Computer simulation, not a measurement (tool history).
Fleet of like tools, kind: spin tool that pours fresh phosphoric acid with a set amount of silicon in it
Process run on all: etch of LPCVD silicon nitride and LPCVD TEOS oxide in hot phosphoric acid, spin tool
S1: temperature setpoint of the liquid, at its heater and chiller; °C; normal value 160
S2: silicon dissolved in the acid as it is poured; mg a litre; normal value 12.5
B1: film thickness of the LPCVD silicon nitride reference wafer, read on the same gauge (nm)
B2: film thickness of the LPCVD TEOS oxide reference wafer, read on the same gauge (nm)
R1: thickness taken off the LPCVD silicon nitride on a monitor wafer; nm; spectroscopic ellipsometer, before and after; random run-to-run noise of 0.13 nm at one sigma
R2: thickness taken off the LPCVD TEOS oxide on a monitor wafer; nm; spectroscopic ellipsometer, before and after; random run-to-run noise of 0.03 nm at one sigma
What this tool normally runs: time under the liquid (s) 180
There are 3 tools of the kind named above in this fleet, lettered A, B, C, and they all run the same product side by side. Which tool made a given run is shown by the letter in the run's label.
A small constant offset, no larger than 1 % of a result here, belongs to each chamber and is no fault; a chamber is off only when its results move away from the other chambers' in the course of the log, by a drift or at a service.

{"day": 0.067, "done": "chamber C: thermometer replaced"}
{"run": "1C", "day": 0.108, "S1": 160, "S2": 12.5, "time under the liquid (s)": 180, "B1": 30.005, "B2": 130, "R1": 18.795, "R2": 0.75402}
{"run": "2A", "day": 0.217, "S1": 160, "S2": 12.5, "time under the liquid (s)": 180, "B1": 30.002, "B2": 130.01, "R1": 18.553, "R2": 0.80064}
{"run": "3B", "day": 0.35, "S1": 160, "S2": 12.5, "time under the liquid (s)": 180, "B1": 29.998, "B2": 130.02, "R1": 18.484, "R2": 0.76285}
{"run": "4B", "day": 0.471, "S1": 160, "S2": 12.5, "time under the liquid (s)": 180, "B1": 29.985, "B2": 130, "R1": 18.674, "R2": 0.81653}
{"run": "5C", "day": 0.629, "S1": 160, "S2": 8.5, "time under the liquid (s)": 135, "B1": 29.998, "B2": 130.02, "R1": 13.808, "R2": 0.60649}
{"run": "6A", "day": 0.808, "S1": 160, "S2": 8.5, "time under the liquid (s)": 135, "B1": 30.025, "B2": 130.01, "R1": 13.834, "R2": 0.58509}
{"run": "7A", "day": 0.912, "S1": 160, "S2": 8.5, "time under the liquid (s)": 135, "B1": 29.999, "B2": 129.99, "R1": 13.798, "R2": 0.57037}
{"run": "8C", "day": 1.042, "S1": 160, "S2": 12.5, "time under the liquid (s)": 180, "B1": 30, "B2": 130.01, "R1": 18.92, "R2": 0.7367}
{"run": "9B", "day": 1.121, "S1": 160, "S2": 12.5, "time under the liquid (s)": 180, "B1": 29.996, "B2": 130, "R1": 18.635, "R2": 0.75462}
{"run": "10C", "day": 1.242, "S1": 160, "S2": 12.5, "time under the liquid (s)": 180, "B1": 29.993, "B2": 130, "R1": 18.355, "R2": 0.7139}
{"run": "11A", "day": 1.408, "S1": 160, "S2": 12.5, "time under the liquid (s)": 180, "B1": 29.999, "B2": 129.99, "R1": 18.391, "R2": 0.75588}
{"run": "12B", "day": 1.575, "S1": 160, "S2": 12.5, "time under the liquid (s)": 180, "B1": 29.993, "B2": 129.98, "R1": 18.44, "R2": 0.74958}
{"run": "13B", "day": 1.662, "S1": 160, "S2": 12.5, "time under the liquid (s)": 180, "B1": 30.006, "B2": 130.02, "R1": 18.568, "R2": 0.80439}
{"run": "14C", "day": 1.817, "S1": 160, "S2": 12.5, "time under the liquid (s)": 180, "B1": 30.001, "B2": 129.99, "R1": 18.931, "R2": 0.73232}
{"run": "15A", "day": 1.946, "S1": 160, "S2": 12.5, "time under the liquid (s)": 180, "B1": 29.994, "B2": 130, "R1": 18.006, "R2": 0.71265}
{"run": "16B", "day": 2.079, "S1": 160, "S2": 16.5, "time under the liquid (s)": 180, "B1": 30.02, "B2": 130.01, "R1": 18.509, "R2": 0.68838}
{"run": "17A", "day": 2.188, "S1": 160, "S2": 16.5, "time under the liquid (s)": 180, "B1": 29.994, "B2": 130.02, "R1": 18.448, "R2": 0.64226}
{"run": "18C", "day": 2.362, "S1": 160, "S2": 16.5, "time under the liquid (s)": 180, "B1": 30.012, "B2": 130.02, "R1": 18.51, "R2": 0.63153}
{"run": "19B", "day": 2.496, "S1": 160, "S2": 12.5, "time under the liquid (s)": 180, "B1": 30.008, "B2": 130, "R1": 18.47, "R2": 0.75985}
{"run": "20A", "day": 2.625, "S1": 160, "S2": 12.5, "time under the liquid (s)": 180, "B1": 30.005, "B2": 130, "R1": 18.136, "R2": 0.72794}
{"run": "21C", "day": 2.742, "S1": 162.5, "S2": 12.5, "time under the liquid (s)": 135, "B1": 30.008, "B2": 129.98, "R1": 15.435, "R2": 0.69548}
{"run": "22A", "day": 2.842, "S1": 162.5, "S2": 12.5, "time under the liquid (s)": 135, "B1": 29.995, "B2": 130.05, "R1": 14.764, "R2": 0.67956}
{"run": "23C", "day": 2.929, "S1": 162.5, "S2": 12.5, "time under the liquid (s)": 135, "B1": 29.99, "B2": 130, "R1": 15.333, "R2": 0.67971}
{"run": "24B", "day": 3.096, "S1": 160, "S2": 12.5, "time under the liquid (s)": 180, "B1": 30.018, "B2": 130.02, "R1": 18.432, "R2": 0.71205}
{"run": "25B", "day": 3.238, "S1": 160, "S2": 12.5, "time under the liquid (s)": 180, "B1": 29.995, "B2": 130.01, "R1": 18.457, "R2": 0.75564}
{"run": "26A", "day": 3.358, "S1": 160, "S2": 12.5, "time under the liquid (s)": 180, "B1": 29.988, "B2": 129.98, "R1": 17.964, "R2": 0.65979}
{"run": "27C", "day": 3.529, "S1": 160, "S2": 12.5, "time under the liquid (s)": 180, "B1": 30.004, "B2": 130.03, "R1": 18.476, "R2": 0.73428}
{"run": "28B", "day": 3.629, "S1": 160, "S2": 12.5, "time under the liquid (s)": 180, "B1": 29.998, "B2": 130, "R1": 18.443, "R2": 0.7502}
{"run": "29A", "day": 3.708, "S1": 160, "S2": 12.5, "time under the liquid (s)": 180, "B1": 29.993, "B2": 129.98, "R1": 18.175, "R2": 0.71262}
{"run": "30C", "day": 3.796, "S1": 161, "S2": 12.5, "time under the liquid (s)": 235, "B1": 29.984, "B2": 130.01, "R1": 25.352, "R2": 1.1375}
{"run": "31A", "day": 3.888, "S1": 161, "S2": 12.5, "time under the liquid (s)": 235, "B1": 30, "B2": 130, "R1": 24.377, "R2": 0.94849}
{"run": "32B", "day": 3.971, "S1": 161, "S2": 12.5, "time under the liquid (s)": 235, "B1": 30.009, "B2": 130.03, "R1": 25.172, "R2": 1.0053}

All 3 chambers run these settings next. Forecast each chamber's results:
{"run": "33A", "day": 4.104, "S1": 160, "S2": 12.5, "time under the liquid (s)": 215, "R1": "?", "R2": "?"}
{"run": "33B", "day": 4.104, "S1": 160, "S2": 12.5, "time under the liquid (s)": 215, "R1": "?", "R2": "?"}
{"run": "33C", "day": 4.104, "S1": 160, "S2": 12.5, "time under the liquid (s)": 215, "R1": "?", "R2": "?"}

run=33A R1=21.488 R2=0.88064
run=33B R1=22.169 R2=0.93411
run=33C R1=22.353 R2=0.92635
